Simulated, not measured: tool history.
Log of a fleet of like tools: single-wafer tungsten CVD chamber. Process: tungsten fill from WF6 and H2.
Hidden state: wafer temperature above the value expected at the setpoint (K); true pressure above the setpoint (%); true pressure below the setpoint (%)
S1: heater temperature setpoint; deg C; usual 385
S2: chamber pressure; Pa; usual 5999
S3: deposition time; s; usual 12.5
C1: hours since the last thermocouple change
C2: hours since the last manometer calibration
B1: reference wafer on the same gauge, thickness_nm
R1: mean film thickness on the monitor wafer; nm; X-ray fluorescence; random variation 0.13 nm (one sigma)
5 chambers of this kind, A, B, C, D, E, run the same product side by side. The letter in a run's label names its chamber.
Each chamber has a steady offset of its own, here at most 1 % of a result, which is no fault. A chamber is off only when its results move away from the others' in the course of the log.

Run 1C, hour 5.5: usual settings; C1 430.9; C2 850.6; B1 35.122. Result: R1 33.046 nm.
Run 2A, hour 11.4: usual settings; C1 1410.6; C2 195; B1 35.088. Result: R1 32.441 nm.
Run 3D, hour 20.6: usual settings; C1 1823.3; C2 1867.8; B1 35.14. Result: R1 32.471 nm.
Run 4B, hour 31.4: usual settings; C1 904.9; C2 487.4; B1 35.128. Result: R1 32.871 nm.
Run 5E, hour 36.8: usual settings; C1 1271.4; C2 208.3; B1 35.079. Result: R1 32.568 nm.
Run 6E, hour 44.5: usual settings; C1 1279.1; C2 216; B1 35.107. Result: R1 32.686 nm.
Run 7D, hour 52.1: usual settings; C1 1854.8; C2 1899.3; B1 35.118. Result: R1 32.482 nm.
Run 8A, hour 57: usual settings; C1 1456.2; C2 240.6; B1 35.079. Result: R1 32.639 nm.
Run 9B, hour 63.9: usual settings; C1 937.4; C2 519.9; B1 35.097. Result: R1 32.549 nm.
Run 10C, hour 74.8: usual settings; C1 500.2; C2 919.9; B1 35.106. Result: R1 32.802 nm.
Run 11D, hour 85.1: usual settings; C1 1887.8; C2 1932.3; B1 35.127. Result: R1 32.742 nm.
Run 12B, hour 93.5: usual settings; C1 967; C2 549.5; B1 35.105. Result: R1 32.967 nm.
At hour 97.4: chamber D: thermocouple changed; heater temperature recalibrated.
Run 13A, hour 102.9: usual settings but S1 372 deg C, S3 14.4 s; C1 1502.1; C2 286.5; B1 35.115. Result: R1 28.793 nm.
Run 14C, hour 111.8: usual settings but S1 372 deg C, S3 14.4 s; C1 537.2; C2 956.9; B1 35.091. Result: R1 28.999 nm.
Run 15E, hour 121.3: usual settings but S1 372 deg C, S3 14.4 s; C1 1355.9; C2 292.8; B1 35.093. Result: R1 28.991 nm.
Run 16A, hour 132.1: usual settings but S1 372 deg C, S3 14.4 s; C1 1531.3; C2 315.7; B1 35.105. Result: R1 28.88 nm.
Run 17D, hour 138.9: usual settings but S1 372 deg C, S3 14.4 s; C1 41.6; C2 1986.1; B1 35.095. Result: R1 28.747 nm.
Run 18B, hour 144.6: usual settings but S2 7346 Pa, S3 14.2 s; C1 1018.1; C2 600.6; B1 35.11. Result: R1 41.223 nm.
Run 19E, hour 151.5: usual settings but S2 7346 Pa, S3 14.2 s; C1 1386.1; C2 323; B1 35.121. Result: R1 41.023 nm.
Run 20C, hour 157.1: usual settings but S2 7346 Pa, S3 14.2 s; C1 582.5; C2 1002.2; B1 35.142. Result: R1 40.916 nm.
Run 21E, hour 166.9: usual settings but S2 7346 Pa, S3 14.2 s; C1 1401.5; C2 338.4; B1 35.082. Result: R1 40.711 nm.
Run 22D, hour 174.6: usual settings but S2 7346 Pa, S3 14.2 s; C1 77.3; C2 2021.8; B1 35.099. Result: R1 40.646 nm.
Run 23A, hour 184.1: usual settings; C1 1583.3; C2 367.7; B1 35.082. Result: R1 32.789 nm.
Run 24C, hour 191.4: usual settings; C1 616.8; C2 1036.5; B1 35.142. Result: R1 33.188 nm.
Run 25B, hour 196.2: usual settings; C1 1069.7; C2 652.2; B1 35.089. Result: R1 32.939 nm.
Run 26D, hour 201.3: usual settings; C1 104; C2 2048.5; B1 35.124. Result: R1 32.434 nm.
Run 27C, hour 206.4: usual settings; C1 631.8; C2 1051.5; B1 35.111. Result: R1 33.384 nm.
Run 28E, hour 212: usual settings; C1 1446.6; C2 383.5; B1 35.142. Result: R1 32.702 nm.
Run 29B, hour 221.2: usual settings; C1 1094.7; C2 677.2; B1 35.078. Result: R1 32.694 nm.
Run 30A, hour 230.6: usual settings; C1 1629.8; C2 414.2; B1 35.079. Result: R1 32.406 nm.
Run 31C, hour 235.8: usual settings but S1 379 deg C, S3 14.4 s; C1 661.2; C2 1080.9; B1 35.074. Result: R1 34.241 nm.
Run 32D, hour 244: usual settings but S1 379 deg C, S3 14.4 s; C1 146.7; C2 2091.2; B1 35.11. Result: R1 33.33 nm.
Run 33B, hour 251.4: usual settings but S1 379 deg C, S3 14.4 s; C1 1124.9; C2 707.4; B1 35.152. Result: R1 33.533 nm.
Run 34E, hour 261.5: usual settings but S1 379 deg C, S3 14.4 s; C1 1496.1; C2 433; B1 35.103. Result: R1 33.423 nm.
Run 35A, hour 269.6: usual settings but S1 379 deg C, S3 14.4 s; C1 1668.8; C2 453.2; B1 35.143. Result: R1 33.499 nm.
Run 36A, hour 274.6: usual settings; C1 1673.8; C2 458.2; B1 35.121. Result: R1 32.74 nm.
Run 37D, hour 280.6: usual settings; C1 183.3; C2 2127.8; B1 35.096. Result: R1 32.487 nm.
Run 38C, hour 289.7: usual settings; C1 715.1; C2 1134.8; B1 35.079. Result: R1 34.132 nm.
Run 39E, hour 300.7: usual settings; C1 1535.3; C2 472.2; B1 35.098. Result: R1 32.711 nm.
Run 40B, hour 309: usual settings; C1 1182.5; C2 765; B1 35.091. Result: R1 32.793 nm.
Run 41D, hour 319.4: usual settings; C1 222.1; C2 2166.6; B1 35.09. Result: R1 32.358 nm.
Run 42C, hour 325.2: usual settings; C1 750.6; C2 1170.3; B1 35.106. Result: R1 34.852 nm.
Run 43E, hour 334.6: usual settings; C1 1569.2; C2 506.1; B1 35.066. Result: R1 32.704 nm.
Run 44B, hour 345.2: usual settings; C1 1218.7; C2 801.2; B1 35.116. Result: R1 32.621 nm.

Is one chamber off against the others, does the gauge drift, or is nothing wrong? If a chamber is off, say which, and what the likeliest cause is.

Chamber C drifts away from the others.
Cause: wafer temperature above the value expected at the setpoint (K) = 2.68.

Here are 4 candidates for chamber C's next run, each the usual settings with a change, their results left as question marks. Which one brings its results back in line with what the others give on the usual settings?
In line means no further than this from the other chambers' mean on the usual settings: R1 0.45 nm
Run 45C-1, hour 353.2: usual settings but S1 387 deg C, S3 12.8 s. Result: R1 ?.
Run 45C-2, hour 353.2: usual settings but S1 386 deg C, S2 6039 Pa, S3 12.6 s. Result: R1 ?.
Run 45C-3, hour 353.2: usual settings but S1 384 deg C, S2 5959 Pa, S3 12.4 s. Result: R1 ?.
Run 45C-4, hour 353.2: usual settings but S1 383 deg C, S2 5919 Pa, S3 12.3 s. Result: R1 ?.

The other chambers' mean on the usual settings: R1 32.679 nm
  run      R1
45C-1  37.151
45C-2  35.964
45C-3  33.805
45C-4  32.767
45C-4 brings the chamber back in line.

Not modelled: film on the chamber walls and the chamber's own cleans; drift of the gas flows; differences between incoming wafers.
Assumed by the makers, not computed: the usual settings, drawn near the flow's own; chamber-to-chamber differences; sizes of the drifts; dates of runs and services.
